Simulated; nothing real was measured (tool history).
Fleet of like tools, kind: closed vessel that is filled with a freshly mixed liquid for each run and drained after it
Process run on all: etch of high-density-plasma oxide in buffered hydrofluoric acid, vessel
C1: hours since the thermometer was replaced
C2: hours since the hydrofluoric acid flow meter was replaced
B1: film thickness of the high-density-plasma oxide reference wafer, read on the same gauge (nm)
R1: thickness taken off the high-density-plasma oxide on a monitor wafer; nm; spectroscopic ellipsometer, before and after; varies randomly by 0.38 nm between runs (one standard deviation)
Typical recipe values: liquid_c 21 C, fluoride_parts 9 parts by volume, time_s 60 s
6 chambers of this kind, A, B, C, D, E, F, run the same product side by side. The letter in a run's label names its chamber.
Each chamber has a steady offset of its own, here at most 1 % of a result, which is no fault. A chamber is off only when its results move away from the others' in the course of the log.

{"run": "1A", "hour": 11.2, "liquid_c": 21, "fluoride_parts": 9, "time_s": 60, "C1": 404.2, "C2": 764.3, "B1": 110.01, "R1": 67.863}
{"run": "2F", "hour": 22.4, "liquid_c": 21, "fluoride_parts": 9, "time_s": 60, "C1": 1994.3, "C2": 1348, "B1": 110.01, "R1": 67.17}
{"run": "3B", "hour": 33.7, "liquid_c": 21, "fluoride_parts": 9, "time_s": 60, "C1": 1047, "C2": 123.6, "B1": 110, "R1": 68.769}
{"run": "4D", "hour": 47.6, "liquid_c": 21, "fluoride_parts": 9, "time_s": 60, "C1": 305.4, "C2": 1087.9, "B1": 110, "R1": 68.35}
{"run": "5E", "hour": 56.7, "liquid_c": 21, "fluoride_parts": 9, "time_s": 60, "C1": 280.3, "C2": 1073.8, "B1": 110, "R1": 67.537}
{"run": "6C", "hour": 68.7, "liquid_c": 19, "fluoride_parts": 6, "time_s": 60, "C1": 284.8, "C2": 1525.4, "B1": 110, "R1": 91.327}
{"run": "7C", "hour": 76.8, "liquid_c": 19, "fluoride_parts": 6, "time_s": 60, "C1": 292.9, "C2": 1533.5, "B1": 110, "R1": 91.751}
{"run": "8E", "hour": 83.6, "liquid_c": 19, "fluoride_parts": 6, "time_s": 60, "C1": 307.2, "C2": 1100.7, "B1": 110, "R1": 90.758}
{"run": "9B", "hour": 91.5, "liquid_c": 19, "fluoride_parts": 6, "time_s": 60, "C1": 1104.8, "C2": 181.4, "B1": 109.99, "R1": 91.477}
{"run": "10A", "hour": 103.5, "liquid_c": 19, "fluoride_parts": 6, "time_s": 60, "C1": 496.5, "C2": 856.6, "B1": 109.97, "R1": 91.833}
{"run": "11F", "hour": 115.6, "liquid_c": 19, "fluoride_parts": 6, "time_s": 60, "C1": 2087.5, "C2": 1441.2, "B1": 110.01, "R1": 90.728}
{"run": "12D", "hour": 122.4, "liquid_c": 21, "fluoride_parts": 9, "time_s": 60, "C1": 380.2, "C2": 1162.7, "B1": 109.98, "R1": 67.697}
{"run": "13A", "hour": 132.1, "liquid_c": 21, "fluoride_parts": 9, "time_s": 60, "C1": 525.1, "C2": 885.2, "B1": 110.01, "R1": 68.126}
{"run": "14D", "hour": 144.9, "liquid_c": 21, "fluoride_parts": 9, "time_s": 60, "C1": 402.7, "C2": 1185.2, "B1": 109.99, "R1": 68.075}
{"run": "15F", "hour": 155.9, "liquid_c": 21, "fluoride_parts": 9, "time_s": 60, "C1": 2127.8, "C2": 1481.5, "B1": 110.01, "R1": 67.404}
{"run": "16C", "hour": 162.2, "liquid_c": 21, "fluoride_parts": 9, "time_s": 60, "C1": 378.3, "C2": 1618.9, "B1": 109.99, "R1": 68.296}
{"run": "17E", "hour": 169.5, "liquid_c": 21, "fluoride_parts": 9, "time_s": 60, "C1": 393.1, "C2": 1186.6, "B1": 110, "R1": 67.388}
{"run": "18B", "hour": 176.9, "liquid_c": 21, "fluoride_parts": 9, "time_s": 60, "C1": 1190.2, "C2": 266.8, "B1": 110.01, "R1": 68.962}
{"hour": 179.3, "done": "chamber E: hydrofluoric acid flow meter replaced"}
{"run": "19B", "hour": 183.0, "liquid_c": 21, "fluoride_parts": 9, "time_s": 60, "C1": 1196.3, "C2": 272.9, "B1": 109.99, "R1": 67.991}
{"run": "20C", "hour": 191.7, "liquid_c": 21, "fluoride_parts": 9, "time_s": 60, "C1": 407.8, "C2": 1648.4, "B1": 109.99, "R1": 68.325}
{"run": "21A", "hour": 203.0, "liquid_c": 21, "fluoride_parts": 9, "time_s": 60, "C1": 596, "C2": 956.1, "B1": 110, "R1": 68.102}
{"run": "22F", "hour": 213.1, "liquid_c": 21, "fluoride_parts": 9, "time_s": 60, "C1": 2185, "C2": 1538.7, "B1": 110.02, "R1": 67.402}
{"run": "23E", "hour": 220.5, "liquid_c": 21, "fluoride_parts": 9, "time_s": 60, "C1": 444.1, "C2": 41.3, "B1": 110.01, "R1": 66.392}
{"run": "24D", "hour": 230.5, "liquid_c": 21, "fluoride_parts": 9, "time_s": 60, "C1": 488.3, "C2": 1270.8, "B1": 109.99, "R1": 67.87}
{"run": "25A", "hour": 238.3, "liquid_c": 21, "fluoride_parts": 9, "time_s": 60, "C1": 631.3, "C2": 991.4, "B1": 110, "R1": 67.776}
{"run": "26F", "hour": 247.7, "liquid_c": 21, "fluoride_parts": 9, "time_s": 60, "C1": 2219.6, "C2": 1573.3, "B1": 110, "R1": 67.652}
{"run": "27B", "hour": 256.2, "liquid_c": 21, "fluoride_parts": 9, "time_s": 60, "C1": 1269.5, "C2": 346.1, "B1": 110, "R1": 67.998}
{"run": "28D", "hour": 263.2, "liquid_c": 21, "fluoride_parts": 9, "time_s": 60, "C1": 521, "C2": 1303.5, "B1": 109.99, "R1": 68.02}
{"run": "29E", "hour": 275.0, "liquid_c": 21, "fluoride_parts": 9, "time_s": 60, "C1": 498.6, "C2": 95.8, "B1": 110, "R1": 67.835}
{"run": "30C", "hour": 282.9, "liquid_c": 21, "fluoride_parts": 9, "time_s": 60, "C1": 499, "C2": 1739.6, "B1": 110.02, "R1": 68.219}
{"run": "31D", "hour": 289.2, "liquid_c": 21, "fluoride_parts": 9, "time_s": 60, "C1": 547, "C2": 1329.5, "B1": 110, "R1": 67.708}
{"run": "32F", "hour": 302.1, "liquid_c": 21, "fluoride_parts": 9, "time_s": 60, "C1": 2274, "C2": 1627.7, "B1": 110, "R1": 66.66}
{"hour": 307.3, "done": "chamber D: hydrofluoric acid flow meter replaced"}
{"run": "33C", "hour": 314.9, "liquid_c": 21, "fluoride_parts": 9, "time_s": 60, "C1": 531, "C2": 1771.6, "B1": 110, "R1": 68.356}
{"run": "34E", "hour": 327.2, "liquid_c": 21, "fluoride_parts": 9, "time_s": 60, "C1": 550.8, "C2": 148, "B1": 110.01, "R1": 66.969}
{"run": "35A", "hour": 335.2, "liquid_c": 18.5, "fluoride_parts": 12.5, "time_s": 60, "C1": 728.2, "C2": 1088.3, "B1": 110.01, "R1": 43.951}
{"run": "36B", "hour": 343.6, "liquid_c": 18.5, "fluoride_parts": 12.5, "time_s": 60, "C1": 1356.9, "C2": 433.5, "B1": 109.99, "R1": 45.021}
{"run": "37C", "hour": 350.1, "liquid_c": 18.5, "fluoride_parts": 12.5, "time_s": 60, "C1": 566.2, "C2": 1806.8, "B1": 110, "R1": 44.951}
{"run": "38D", "hour": 360.1, "liquid_c": 18.5, "fluoride_parts": 12.5, "time_s": 60, "C1": 617.9, "C2": 52.9, "B1": 110.01, "R1": 44.583}
{"run": "39E", "hour": 372.5, "liquid_c": 18.5, "fluoride_parts": 12.5, "time_s": 60, "C1": 596.1, "C2": 193.3, "B1": 109.99, "R1": 43.463}
{"run": "40A", "hour": 383.8, "liquid_c": 18.5, "fluoride_parts": 12.5, "time_s": 60, "C1": 776.8, "C2": 1136.9, "B1": 109.99, "R1": 44.15}
{"run": "41F", "hour": 396.2, "liquid_c": 21, "fluoride_parts": 9, "time_s": 60, "C1": 2368.1, "C2": 1721.8, "B1": 110.01, "R1": 67.692}
{"run": "42B", "hour": 409.1, "liquid_c": 21, "fluoride_parts": 9, "time_s": 60, "C1": 1422.4, "C2": 499, "B1": 110, "R1": 68.691}

Which is it: a chamber that has drifted or been left off by a service, a gauge drift common to all chambers, or only each chamber's usual small offset? If a chamber is off, name it and its likeliest cause.

All chambers stay in line apart from their small fixed offsets, and the gauge does not drift.
